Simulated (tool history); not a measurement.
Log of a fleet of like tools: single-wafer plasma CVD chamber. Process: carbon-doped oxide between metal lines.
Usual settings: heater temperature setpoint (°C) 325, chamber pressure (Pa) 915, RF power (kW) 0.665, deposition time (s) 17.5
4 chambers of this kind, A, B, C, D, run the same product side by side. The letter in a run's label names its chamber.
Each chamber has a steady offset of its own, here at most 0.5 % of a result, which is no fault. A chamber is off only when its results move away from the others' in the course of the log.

run	day	heater temperature setpoint (°C)	chamber pressure (Pa)	RF power (kW)	deposition time (s)	read-back reference wafer on the same gauge, thickness_nm	mean film thickness on the monitor wafer (Å)
1B	0.358	325	915	0.665	17.5	115.04	1205.1
2C	0.675	325	915	0.665	17.5	114.94	1203.4
# day 0.871: chamber B: RF generator calibrated
3A	1.033	325	915	0.665	17.5	114.99	1202.4
4D	1.375	325	915	0.665	17.5	115.01	1203
5A	1.725	325	915	0.665	17.5	114.97	1197.3
6C	1.942	325	716	0.665	17.5	114.99	1167.9
7D	2.175	325	716	0.665	17.5	115.06	1169.4
8B	2.433	325	716	0.665	17.5	115.02	1169.4
# day 2.517: chamber C: capacitance manometer re-zeroed and calibrated
9C	2.625	325	716	0.665	17.5	115.05	1170.9
10B	3.021	325	915	0.665	17.5	115	1201.4
11A	3.279	325	915	0.665	17.5	115	1194.2
12D	3.592	325	915	0.665	17.5	115.01	1205.6
13A	3.879	325	915	0.665	17.5	114.97	1194.3
14B	4.262	325	915	0.665	17.5	115.05	1201.2
# day 4.367: chamber B: capacitance manometer re-zeroed and calibrated
15D	4.467	325	915	0.665	17.5	114.95	1200.8
16C	4.783	325	915	0.665	17.5	114.98	1205.2
17B	5.038	325	915	0.665	17.5	115	1204.6
18A	5.417	330	915	0.75	17.5	114.93	1251.7
19C	5.658	330	915	0.75	17.5	114.98	1269.1
20D	5.967	330	915	0.75	17.5	115.04	1262
21C	6.296	330	915	0.75	17.5	115.05	1266
22B	6.6	325	915	0.665	17.5	115.09	1201.6
23D	6.858	325	915	0.665	17.5	115.07	1198.3
24A	7.146	325	915	0.665	17.5	114.91	1180.8
25C	7.421	325	915	0.665	17.5	114.93	1202.3

All 4 chambers run these settings next. Forecast each chamber's results:
26A	7.712	325	1073	0.665	17.5		?
26B	7.712	325	1073	0.665	17.5		?
26C	7.712	325	1073	0.665	17.5		?
26D	7.712	325	1073	0.665	17.5		?

run	mean film thickness on the monitor wafer (Å)
26A	1191
26B	1216.1
26C	1218.1
26D	1212.9
